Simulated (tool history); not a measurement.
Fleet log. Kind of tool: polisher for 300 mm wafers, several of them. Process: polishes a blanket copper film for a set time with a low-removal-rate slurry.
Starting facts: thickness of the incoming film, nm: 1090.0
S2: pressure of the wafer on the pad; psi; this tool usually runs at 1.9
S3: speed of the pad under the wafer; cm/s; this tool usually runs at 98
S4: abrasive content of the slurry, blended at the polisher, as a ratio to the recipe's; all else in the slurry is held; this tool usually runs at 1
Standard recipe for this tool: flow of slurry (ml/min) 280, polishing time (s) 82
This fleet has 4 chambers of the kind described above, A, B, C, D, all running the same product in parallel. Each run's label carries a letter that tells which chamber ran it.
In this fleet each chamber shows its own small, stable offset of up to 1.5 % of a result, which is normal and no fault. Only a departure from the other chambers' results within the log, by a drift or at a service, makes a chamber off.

Run 1A, hour 10.8: usual settings. Result: film removed (angstrom) 1346.4.
At hour 13.5: chamber B: head pressure recalibrated.
Run 2B, hour 18.6: usual settings. Result: film removed (angstrom) 1366.
Run 3C, hour 29.8: usual settings. Result: film removed (angstrom) 1385.3.
Run 4D, hour 44.2: usual settings. Result: film removed (angstrom) 1398.8.
At hour 50.7: chamber C: slurry nozzle cleaned.
Run 5D, hour 53.8: usual settings. Result: film removed (angstrom) 1417.6.
At hour 57: chamber A: worn pad replaced by a new one.
At hour 64.1: chamber C: slurry blender recalibrated.
Run 6A, hour 64.9: usual settings. Result: film removed (angstrom) 1363.6.
Run 7B, hour 72.9: usual settings. Result: film removed (angstrom) 1362.2.
At hour 75.6: chamber D: worn pad replaced by a new one.
At hour 76.7: chamber B: slurry nozzle cleaned.
Run 8C, hour 82: usual settings. Result: film removed (angstrom) 1374.4.
Run 9B, hour 88.7: usual settings. Result: film removed (angstrom) 1379.5.
At hour 94.7: chamber B: slurry blender recalibrated.
Run 10D, hour 103.1: usual settings. Result: film removed (angstrom) 1388.5.
Run 11A, hour 118: usual settings. Result: film removed (angstrom) 1373.9.
At hour 132: chamber A: slurry blender recalibrated.
Run 12C, hour 132.6: usual settings. Result: film removed (angstrom) 1369.1.
At hour 135.9: chamber C: worn pad replaced by a new one.
Run 13B, hour 144.7: usual settings. Result: film removed (angstrom) 1324.
At hour 150.9: chamber A: slurry nozzle cleaned.
Run 14D, hour 152.6: usual settings. Result: film removed (angstrom) 1371.9.
Run 15C, hour 161.1: usual settings. Result: film removed (angstrom) 1389.1.
At hour 171.3: chamber D: slurry blender recalibrated.
Run 16A, hour 171.9: usual settings. Result: film removed (angstrom) 1360.7.
Run 17B, hour 182.6: usual settings. Result: film removed (angstrom) 1321.9.
At hour 182.9: chamber A: worn pad replaced by a new one.
At hour 186: chamber D: worn pad replaced by a new one.
Run 18C, hour 194.2: usual settings. Result: film removed (angstrom) 1386.9.
Run 19D, hour 208.5: usual settings. Result: film removed (angstrom) 1373.6.
Run 20A, hour 217.6: usual settings. Result: film removed (angstrom) 1366.2.
Run 21B, hour 228.6: usual settings but S3 72 cm/s. Result: film removed (angstrom) 959.83.
Run 22C, hour 238.3: usual settings but S3 72 cm/s. Result: film removed (angstrom) 1002.
Run 23D, hour 250: usual settings but S3 72 cm/s. Result: film removed (angstrom) 1031.9.
At hour 261.5: chamber C: slurry blender recalibrated.
Run 24A, hour 263: usual settings but S3 72 cm/s. Result: film removed (angstrom) 995.66.
At hour 269.2: chamber B: slurry nozzle cleaned.
Run 25B, hour 271.9: usual settings. Result: film removed (angstrom) 1299.9.
Run 26A, hour 282.3: usual settings. Result: film removed (angstrom) 1380.5.
At hour 284.8: chamber C: head pressure recalibrated.
Run 27C, hour 290.1: usual settings. Result: film removed (angstrom) 1398.5.
At hour 298.8: chamber A: worn pad replaced by a new one.
At hour 300.6: chamber D: worn pad replaced by a new one.
Run 28D, hour 301.1: usual settings. Result: film removed (angstrom) 1387.4.
Run 29C, hour 309.8: usual settings. Result: film removed (angstrom) 1377.
Run 30A, hour 320.2: usual settings. Result: film removed (angstrom) 1377.8.
At hour 320.9: chamber D: head pressure recalibrated.
Run 31D, hour 330.8: usual settings. Result: film removed (angstrom) 1382.1.
At hour 339.5: chamber D: slurry blender recalibrated.
Run 32B, hour 339.7: usual settings. Result: film removed (angstrom) 1279.7.
Run 33D, hour 353: usual settings but S4 0.85, polishing time (s) 101. Result: film removed (angstrom) 1635.8.
Run 34C, hour 368.1: usual settings but S4 0.85, polishing time (s) 101. Result: film removed (angstrom) 1661.9.
At hour 371.5: chamber C: worn pad replaced by a new one.
Run 35B, hour 377.2: usual settings but S4 0.85, polishing time (s) 101. Result: film removed (angstrom) 1483.1.
Run 36A, hour 390.5: usual settings but S4 0.85, polishing time (s) 101. Result: film removed (angstrom) 1637.3.
Run 37C, hour 399: usual settings. Result: film removed (angstrom) 1399.5.
Run 38B, hour 409.1: usual settings but S2 1.6 psi, S4 0.85. Result: film removed (angstrom) 1023.4.
At hour 410.8: chamber A: worn pad replaced by a new one.
Run 39D, hour 421.5: usual settings but S2 1.6 psi, S4 0.85. Result: film removed (angstrom) 1120.3.
Run 40A, hour 430.7: usual settings but S2 1.6 psi, S4 0.85. Result: film removed (angstrom) 1116.5.

Predict what each chamber gives when all 4 of them run the settings below next.
Run 41A, hour 441.6: usual settings. Result: film removed (angstrom) ?.
Run 41B, hour 441.6: usual settings. Result: film removed (angstrom) ?.
Run 41C, hour 441.6: usual settings. Result: film removed (angstrom) ?.
Run 41D, hour 441.6: usual settings. Result: film removed (angstrom) ?.

run  film removed (angstrom)
41A                   1371.6
41B                   1242.9
41C                   1365.2
41D                   1410.1

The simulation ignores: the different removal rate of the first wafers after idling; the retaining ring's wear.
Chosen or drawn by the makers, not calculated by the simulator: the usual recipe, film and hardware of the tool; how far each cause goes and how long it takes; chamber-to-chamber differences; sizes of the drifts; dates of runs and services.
